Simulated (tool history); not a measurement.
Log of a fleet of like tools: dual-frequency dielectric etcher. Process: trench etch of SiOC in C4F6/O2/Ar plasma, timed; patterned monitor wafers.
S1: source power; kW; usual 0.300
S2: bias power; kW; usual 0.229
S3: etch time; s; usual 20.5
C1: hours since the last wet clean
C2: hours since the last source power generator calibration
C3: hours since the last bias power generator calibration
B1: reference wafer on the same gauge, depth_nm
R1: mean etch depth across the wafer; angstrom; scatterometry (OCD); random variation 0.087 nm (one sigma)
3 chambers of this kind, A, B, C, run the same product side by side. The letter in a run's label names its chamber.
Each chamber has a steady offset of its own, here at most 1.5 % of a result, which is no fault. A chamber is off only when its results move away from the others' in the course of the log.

{"run": "1A", "hour": 10.5, "S1": 0.3, "S2": 0.229, "S3": 20.5, "C1": 75.9, "C2": 2255.0, "C3": 140.5, "B1": 48.609, "R1": 416.36}
{"run": "2B", "hour": 17.8, "S1": 0.3, "S2": 0.229, "S3": 20.5, "C1": 25.8, "C2": 321.3, "C3": 760.0, "B1": 48.589, "R1": 412.17}
{"run": "3C", "hour": 25.7, "S1": 0.3, "S2": 0.229, "S3": 20.5, "C1": 428.1, "C2": 2328.7, "C3": 1479.9, "B1": 48.59, "R1": 412.98}
{"run": "4B", "hour": 37.6, "S1": 0.3, "S2": 0.229, "S3": 20.5, "C1": 45.6, "C2": 341.1, "C3": 779.8, "B1": 48.578, "R1": 411.68}
{"run": "5C", "hour": 44.2, "S1": 0.3, "S2": 0.229, "S3": 20.5, "C1": 446.6, "C2": 2347.2, "C3": 1498.4, "B1": 48.595, "R1": 411.16}
{"hour": 53.9, "done": "chamber C: wet clean of the chamber"}
{"run": "6A", "hour": 55.2, "S1": 0.3, "S2": 0.229, "S3": 20.5, "C1": 120.6, "C2": 2299.7, "C3": 185.2, "B1": 48.63, "R1": 417.24}
{"run": "7B", "hour": 62.8, "S1": 0.3, "S2": 0.186, "S3": 20.5, "C1": 70.8, "C2": 366.3, "C3": 805.0, "B1": 48.587, "R1": 384.11}
{"run": "8C", "hour": 73.6, "S1": 0.3, "S2": 0.186, "S3": 20.5, "C1": 19.8, "C2": 2376.6, "C3": 1527.8, "B1": 48.593, "R1": 383.64}
{"run": "9A", "hour": 84.3, "S1": 0.3, "S2": 0.186, "S3": 20.5, "C1": 149.7, "C2": 2328.8, "C3": 214.3, "B1": 48.611, "R1": 390.27}
{"run": "10B", "hour": 95.4, "S1": 0.3, "S2": 0.229, "S3": 20.5, "C1": 103.4, "C2": 398.9, "C3": 837.6, "B1": 48.591, "R1": 413.41}
{"hour": 98.0, "done": "chamber C: source power generator calibrated"}
{"run": "11A", "hour": 105.1, "S1": 0.3, "S2": 0.229, "S3": 20.5, "C1": 170.5, "C2": 2349.6, "C3": 235.1, "B1": 48.627, "R1": 416.7}
{"run": "12C", "hour": 112.2, "S1": 0.3, "S2": 0.229, "S3": 20.5, "C1": 58.4, "C2": 14.3, "C3": 1566.4, "B1": 48.612, "R1": 410.46}
{"run": "13C", "hour": 122.9, "S1": 0.3, "S2": 0.229, "S3": 20.5, "C1": 69.1, "C2": 25.0, "C3": 1577.1, "B1": 48.611, "R1": 411.25}
{"run": "14A", "hour": 130.0, "S1": 0.3, "S2": 0.229, "S3": 20.5, "C1": 195.4, "C2": 2374.5, "C3": 260.0, "B1": 48.618, "R1": 416.47}
{"run": "15B", "hour": 136.3, "S1": 0.27, "S2": 0.229, "S3": 20.5, "C1": 144.3, "C2": 439.8, "C3": 878.5, "B1": 48.586, "R1": 395.02}
{"run": "16C", "hour": 149.9, "S1": 0.27, "S2": 0.229, "S3": 20.5, "C1": 96.1, "C2": 52.0, "C3": 1604.1, "B1": 48.626, "R1": 395.32}
{"run": "17B", "hour": 159.6, "S1": 0.27, "S2": 0.229, "S3": 20.5, "C1": 167.6, "C2": 463.1, "C3": 901.8, "B1": 48.582, "R1": 396.16}
{"run": "18A", "hour": 170.2, "S1": 0.3, "S2": 0.229, "S3": 20.5, "C1": 235.6, "C2": 2414.7, "C3": 300.2, "B1": 48.586, "R1": 415.99}
{"run": "19C", "hour": 180.7, "S1": 0.3, "S2": 0.229, "S3": 20.5, "C1": 126.9, "C2": 82.8, "C3": 1634.9, "B1": 48.579, "R1": 409.9}
{"run": "20B", "hour": 193.0, "S1": 0.3, "S2": 0.229, "S3": 20.5, "C1": 201.0, "C2": 496.5, "C3": 935.2, "B1": 48.576, "R1": 411.5}
{"run": "21A", "hour": 200.6, "S1": 0.3, "S2": 0.229, "S3": 20.5, "C1": 266.0, "C2": 2445.1, "C3": 330.6, "B1": 48.593, "R1": 416.66}
{"run": "22C", "hour": 209.1, "S1": 0.3, "S2": 0.229, "S3": 20.5, "C1": 155.3, "C2": 111.2, "C3": 1663.3, "B1": 48.604, "R1": 409.97}
{"run": "23B", "hour": 220.6, "S1": 0.3, "S2": 0.229, "S3": 20.5, "C1": 228.6, "C2": 524.1, "C3": 962.8, "B1": 48.585, "R1": 411.72}
{"run": "24A", "hour": 232.9, "S1": 0.3, "S2": 0.27, "S3": 20.5, "C1": 298.3, "C2": 2477.4, "C3": 362.9, "B1": 48.585, "R1": 441.03}
{"run": "25B", "hour": 244.3, "S1": 0.3, "S2": 0.27, "S3": 20.5, "C1": 252.3, "C2": 547.8, "C3": 986.5, "B1": 48.602, "R1": 436.65}
{"run": "26A", "hour": 250.5, "S1": 0.3, "S2": 0.27, "S3": 20.5, "C1": 315.9, "C2": 2495.0, "C3": 380.5, "B1": 48.61, "R1": 441.66}
{"run": "27C", "hour": 259.1, "S1": 0.3, "S2": 0.229, "S3": 20.5, "C1": 205.3, "C2": 161.2, "C3": 1713.3, "B1": 48.6, "R1": 410.56}
{"run": "28C", "hour": 266.0, "S1": 0.3, "S2": 0.229, "S3": 20.5, "C1": 212.2, "C2": 168.1, "C3": 1720.2, "B1": 48.594, "R1": 411.62}
{"run": "29B", "hour": 278.2, "S1": 0.3, "S2": 0.229, "S3": 20.5, "C1": 286.2, "C2": 581.7, "C3": 1020.4, "B1": 48.607, "R1": 411.29}
{"run": "30A", "hour": 285.9, "S1": 0.3, "S2": 0.229, "S3": 20.5, "C1": 351.3, "C2": 2530.4, "C3": 415.9, "B1": 48.61, "R1": 417.14}
{"run": "31C", "hour": 295.4, "S1": 0.3, "S2": 0.229, "S3": 20.5, "C1": 241.6, "C2": 197.5, "C3": 1749.6, "B1": 48.588, "R1": 410.83}
{"run": "32B", "hour": 307.0, "S1": 0.3, "S2": 0.269, "S3": 20.5, "C1": 315.0, "C2": 610.5, "C3": 1049.2, "B1": 48.584, "R1": 434.78}
{"run": "33A", "hour": 314.8, "S1": 0.3, "S2": 0.269, "S3": 20.5, "C1": 380.2, "C2": 2559.3, "C3": 444.8, "B1": 48.595, "R1": 441.12}
{"run": "34A", "hour": 327.7, "S1": 0.3, "S2": 0.269, "S3": 20.5, "C1": 393.1, "C2": 2572.2, "C3": 457.7, "B1": 48.592, "R1": 441.0}
{"run": "35C", "hour": 337.7, "S1": 0.3, "S2": 0.229, "S3": 20.5, "C1": 283.9, "C2": 239.8, "C3": 1791.9, "B1": 48.593, "R1": 411.04}
{"run": "36B", "hour": 349.5, "S1": 0.3, "S2": 0.229, "S3": 20.5, "C1": 357.5, "C2": 653.0, "C3": 1091.7, "B1": 48.611, "R1": 412.43}
{"run": "37C", "hour": 360.0, "S1": 0.3, "S2": 0.229, "S3": 20.5, "C1": 306.2, "C2": 262.1, "C3": 1814.2, "B1": 48.576, "R1": 410.28}
{"run": "38A", "hour": 373.1, "S1": 0.3, "S2": 0.229, "S3": 20.5, "C1": 438.5, "C2": 2617.6, "C3": 503.1, "B1": 48.583, "R1": 418.04}
{"run": "39B", "hour": 384.6, "S1": 0.3, "S2": 0.283, "S3": 20.5, "C1": 392.6, "C2": 688.1, "C3": 1126.8, "B1": 48.604, "R1": 441.7}
{"run": "40C", "hour": 391.7, "S1": 0.3, "S2": 0.283, "S3": 20.5, "C1": 337.9, "C2": 293.8, "C3": 1845.9, "B1": 48.575, "R1": 443.7}

Is one chamber off against the others, does the gauge drift, or is nothing wrong? If a chamber is off, say which, and what the likeliest cause is.

No chamber stands off beyond its own small offset, and the gauge holds steady.
